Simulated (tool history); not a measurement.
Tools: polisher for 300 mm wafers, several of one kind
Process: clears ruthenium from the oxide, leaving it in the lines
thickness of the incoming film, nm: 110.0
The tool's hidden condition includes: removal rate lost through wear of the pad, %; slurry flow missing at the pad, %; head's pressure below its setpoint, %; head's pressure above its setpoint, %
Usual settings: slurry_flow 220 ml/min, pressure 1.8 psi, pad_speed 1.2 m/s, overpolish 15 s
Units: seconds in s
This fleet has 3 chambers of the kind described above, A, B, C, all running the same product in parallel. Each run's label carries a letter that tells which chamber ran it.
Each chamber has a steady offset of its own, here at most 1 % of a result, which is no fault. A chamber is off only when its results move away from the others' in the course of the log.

run,hour,slurry_flow,pressure,pad_speed,overpolish,wafers polished on this pad,hours since the slurry nozzle was cleaned,hours since the head pressure was calibrated,seconds
1B,5.1,220,1.8,1.2,15,472,197.4,110.4,85.31
2A,12.3,220,1.8,1.2,15,227,536.9,777,85.861
# hour 15.6: chamber A: head pressure recalibrated
3C,18.5,220,1.8,1.2,15,645,916.9,1030,86.261
4B,29,220,1.8,1.2,15,597,221.3,134.3,86.07
5A,38.5,220,1.8,1.2,15,363,563.1,23,85.591
# hour 44.4: chamber C: slurry nozzle cleaned
6C,49,220,2.4,1.2,15,803,4.6,1060.5,63.553
7C,56.7,220,2.4,1.2,15,844,12.3,1068.2,62.481
8A,66.7,220,2.4,1.2,15,510,591.3,51.2,65.592
9B,77.3,220,1.8,1.2,15,848,269.6,182.6,84.819
10B,84.6,220,1.8,1.2,15,886,276.9,189.9,86.144
11A,93.5,220,1.8,1.2,15,649,618.1,78,87.532
12C,98.5,220,1.8,1.2,15,1061,54.1,1110,82.954
13C,109.3,220,2.1,1.2,20,1117,64.9,1120.8,72.947
# hour 111.6: chamber B: worn pad replaced by a new one
14B,118.7,220,2.1,1.2,20,36,311,224,73.358
15A,128.9,220,2.1,1.2,20,833,653.5,113.4,77.562
# hour 131.8: chamber B: slurry nozzle cleaned
16A,135,220,1.8,1.2,15,865,659.6,119.5,89.663
17B,142.7,220,1.8,1.2,15,161,10.9,248,86.505
18C,150,220,1.8,1.2,15,1329,105.6,1161.5,83.307
19C,155,220,2.2,1.2,15,1354,110.6,1166.5,68.915
20A,164.9,220,2.2,1.2,15,1020,689.5,149.4,76.313
21B,172,220,2.2,1.2,15,314,40.2,277.3,70.392
22B,177.8,220,1.8,1.2,15,344,46,283.1,84.912

Decide between three cases: one chamber stands off from its peers, the gauge reading all wafers drifts, or nothing is wrong past each chamber's small offset. Where a chamber is off, say which and what most likely put it there.

Little by little, chamber A moves away from the other chambers.
What lies behind it: removal rate lost through wear of the pad, % = 9.4.
With only this log, it may be confused with: head's pressure below its setpoint, %.

Here are 4 candidates for chamber A's next run, each the usual settings with a change, their results left as question marks. Which one brings its results back in line with what the others give on the usual settings?
Counts as in line when no further than this from what the other chambers average on the usual settings: seconds 2.8 s
23A-1,185.6,220,1.8,1.18,15,,,,?
23A-2,185.6,220,1.8,1.08,15,,,,?
23A-3,185.6,220,1.9,1.26,15,,,,?
23A-4,185.6,220,1.8,1.24,15,,,,?

What the other chambers average on the usual settings: seconds 85.337 s
run,seconds
23A-1,95.897
23A-2,104.66
23A-3,85.146
23A-4,91.311
23A-3 is the one that brings the chamber's results back in line with the other chambers.

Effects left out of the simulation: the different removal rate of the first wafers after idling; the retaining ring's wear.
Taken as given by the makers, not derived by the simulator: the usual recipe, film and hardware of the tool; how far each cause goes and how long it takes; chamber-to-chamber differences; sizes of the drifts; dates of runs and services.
